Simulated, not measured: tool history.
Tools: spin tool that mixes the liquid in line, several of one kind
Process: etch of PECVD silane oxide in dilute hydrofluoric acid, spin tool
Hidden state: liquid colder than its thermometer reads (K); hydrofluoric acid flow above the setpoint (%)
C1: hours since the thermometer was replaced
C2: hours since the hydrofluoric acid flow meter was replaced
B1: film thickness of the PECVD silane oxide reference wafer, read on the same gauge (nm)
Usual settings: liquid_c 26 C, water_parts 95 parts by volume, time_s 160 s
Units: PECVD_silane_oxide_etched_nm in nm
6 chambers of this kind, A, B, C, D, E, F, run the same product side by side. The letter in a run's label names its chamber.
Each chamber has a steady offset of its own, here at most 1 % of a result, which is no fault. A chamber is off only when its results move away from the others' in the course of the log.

Run 1C, hour 4.9: usual settings; C1 479.4; C2 2292.1; B1 79.999. Result: PECVD_silane_oxide_etched_nm 41.272 nm.
Run 2D, hour 8.3: usual settings; C1 361.2; C2 1076.1; B1 80.025. Result: PECVD_silane_oxide_etched_nm 41.844 nm.
Run 3A, hour 12.8: usual settings; C1 452.2; C2 235; B1 80.021. Result: PECVD_silane_oxide_etched_nm 41.576 nm.
Run 4B, hour 16.5: usual settings; C1 944.9; C2 1424.2; B1 80.035. Result: PECVD_silane_oxide_etched_nm 41.903 nm.
Run 5E, hour 18.9: usual settings; C1 853.6; C2 1620.4; B1 79.985. Result: PECVD_silane_oxide_etched_nm 41.82 nm.
Run 6F, hour 24: usual settings; C1 1060; C2 282; B1 80.007. Result: PECVD_silane_oxide_etched_nm 42.177 nm.
Run 7C, hour 26.4: usual settings but water_parts 65 parts by volume; C1 500.9; C2 2313.6; B1 79.983. Result: PECVD_silane_oxide_etched_nm 63.791 nm.
Run 8B, hour 29.5: usual settings but water_parts 65 parts by volume; C1 957.9; C2 1437.2; B1 79.991. Result: PECVD_silane_oxide_etched_nm 63.789 nm.
Run 9F, hour 34.5: usual settings but water_parts 65 parts by volume; C1 1070.5; C2 292.5; B1 79.975. Result: PECVD_silane_oxide_etched_nm 64.724 nm.
At hour 38.2: chamber F: thermometer replaced.
At hour 39.4: chamber C: hydrofluoric acid flow meter replaced.
Run 10A, hour 39.6: usual settings but water_parts 65 parts by volume; C1 479; C2 261.8; B1 80.003. Result: PECVD_silane_oxide_etched_nm 62.384 nm.
Run 11D, hour 44.6: usual settings but water_parts 65 parts by volume; C1 397.5; C2 1112.4; B1 79.975. Result: PECVD_silane_oxide_etched_nm 61.783 nm.
Run 12E, hour 48.3: usual settings but water_parts 65 parts by volume; C1 883; C2 1649.8; B1 79.984. Result: PECVD_silane_oxide_etched_nm 64.078 nm.
Run 13D, hour 50.9: usual settings but water_parts 125 parts by volume; C1 403.8; C2 1118.7; B1 79.96. Result: PECVD_silane_oxide_etched_nm 30.761 nm.
Run 14A, hour 54.5: usual settings but water_parts 125 parts by volume; C1 493.9; C2 276.7; B1 80.005. Result: PECVD_silane_oxide_etched_nm 30.884 nm.
Run 15E, hour 57.6: usual settings but water_parts 125 parts by volume; C1 892.3; C2 1659.1; B1 79.977. Result: PECVD_silane_oxide_etched_nm 30.578 nm.
Run 16F, hour 62.1: usual settings but water_parts 125 parts by volume; C1 24; C2 320.1; B1 79.988. Result: PECVD_silane_oxide_etched_nm 30.502 nm.
Run 17B, hour 64.7: usual settings but water_parts 125 parts by volume; C1 993.1; C2 1472.4; B1 80. Result: PECVD_silane_oxide_etched_nm 30.869 nm.
Run 18C, hour 67.3: usual settings but water_parts 125 parts by volume; C1 541.8; C2 28; B1 79.994. Result: PECVD_silane_oxide_etched_nm 30.655 nm.
Run 19D, hour 70.6: usual settings; C1 423.5; C2 1138.4; B1 79.972. Result: PECVD_silane_oxide_etched_nm 41.273 nm.
Run 20F, hour 73: usual settings; C1 34.9; C2 331; B1 80.033. Result: PECVD_silane_oxide_etched_nm 41.749 nm.
Run 21E, hour 76.1: usual settings; C1 910.8; C2 1677.6; B1 79.935. Result: PECVD_silane_oxide_etched_nm 41.995 nm.
Run 22A, hour 79.8: usual settings; C1 519.2; C2 302; B1 79.988. Result: PECVD_silane_oxide_etched_nm 42.431 nm.
Run 23C, hour 83.5: usual settings; C1 558; C2 44.2; B1 79.988. Result: PECVD_silane_oxide_etched_nm 41.514 nm.
Run 24B, hour 86.7: usual settings; C1 1015.1; C2 1494.4; B1 80.017. Result: PECVD_silane_oxide_etched_nm 40.989 nm.
Run 25F, hour 89.3: usual settings but water_parts 50 parts by volume, time_s 220 s; C1 51.2; C2 347.3; B1 80.015. Result: PECVD_silane_oxide_etched_nm 117.99 nm.
Run 26C, hour 91.8: usual settings but water_parts 50 parts by volume, time_s 220 s; C1 566.3; C2 52.5; B1 80. Result: PECVD_silane_oxide_etched_nm 115.6 nm.
Run 27E, hour 94.1: usual settings but water_parts 50 parts by volume, time_s 220 s; C1 928.8; C2 1695.6; B1 80.033. Result: PECVD_silane_oxide_etched_nm 118.86 nm.
Run 28A, hour 98: usual settings but water_parts 50 parts by volume, time_s 220 s; C1 537.4; C2 320.2; B1 80. Result: PECVD_silane_oxide_etched_nm 114.59 nm.
Run 29D, hour 101.9: usual settings but water_parts 50 parts by volume, time_s 220 s; C1 454.8; C2 1169.7; B1 79.999. Result: PECVD_silane_oxide_etched_nm 113.26 nm.
Run 30B, hour 104.9: usual settings but water_parts 50 parts by volume, time_s 220 s; C1 1033.3; C2 1512.6; B1 79.978. Result: PECVD_silane_oxide_etched_nm 118.74 nm.
Run 31E, hour 110: usual settings; C1 944.7; C2 1711.5; B1 80.008. Result: PECVD_silane_oxide_etched_nm 42.033 nm.
Run 32F, hour 113.9: usual settings; C1 75.8; C2 371.9; B1 79.983. Result: PECVD_silane_oxide_etched_nm 41.533 nm.
Run 33D, hour 116.4: usual settings; C1 469.3; C2 1184.2; B1 79.977. Result: PECVD_silane_oxide_etched_nm 41.161 nm.
Run 34A, hour 120.7: usual settings; C1 560.1; C2 342.9; B1 80.004. Result: PECVD_silane_oxide_etched_nm 41.954 nm.
Run 35B, hour 125.6: usual settings; C1 1054; C2 1533.3; B1 80.005. Result: PECVD_silane_oxide_etched_nm 41.778 nm.
Run 36C, hour 130.7: usual settings; C1 605.2; C2 91.4; B1 80.025. Result: PECVD_silane_oxide_etched_nm 40.688 nm.
Run 37B, hour 134.2: usual settings but liquid_c 24 C; C1 1062.6; C2 1541.9; B1 80.003. Result: PECVD_silane_oxide_etched_nm 38.83 nm.
Run 38E, hour 137.8: usual settings but liquid_c 24 C; C1 972.5; C2 1739.3; B1 79.97. Result: PECVD_silane_oxide_etched_nm 39.041 nm.
Run 39A, hour 142: usual settings but liquid_c 24 C; C1 581.4; C2 364.2; B1 80.002. Result: PECVD_silane_oxide_etched_nm 38.793 nm.
Run 40D, hour 146.9: usual settings but liquid_c 24 C; C1 499.8; C2 1214.7; B1 80.01. Result: PECVD_silane_oxide_etched_nm 38.873 nm.

Next, every chamber runs the same settings. What will each give?
Run 41A, hour 150.6: usual settings. Result: PECVD_silane_oxide_etched_nm ?.
Run 41B, hour 150.6: usual settings. Result: PECVD_silane_oxide_etched_nm ?.
Run 41C, hour 150.6: usual settings. Result: PECVD_silane_oxide_etched_nm ?.
Run 41D, hour 150.6: usual settings. Result: PECVD_silane_oxide_etched_nm ?.
Run 41E, hour 150.6: usual settings. Result: PECVD_silane_oxide_etched_nm ?.
Run 41F, hour 150.6: usual settings. Result: PECVD_silane_oxide_etched_nm ?.

run  PECVD_silane_oxide_etched_nm
41A                        41.207
41B                        41.205
41C                        41.753
41D                        41.183
41E                        42.002
41F                        42.309
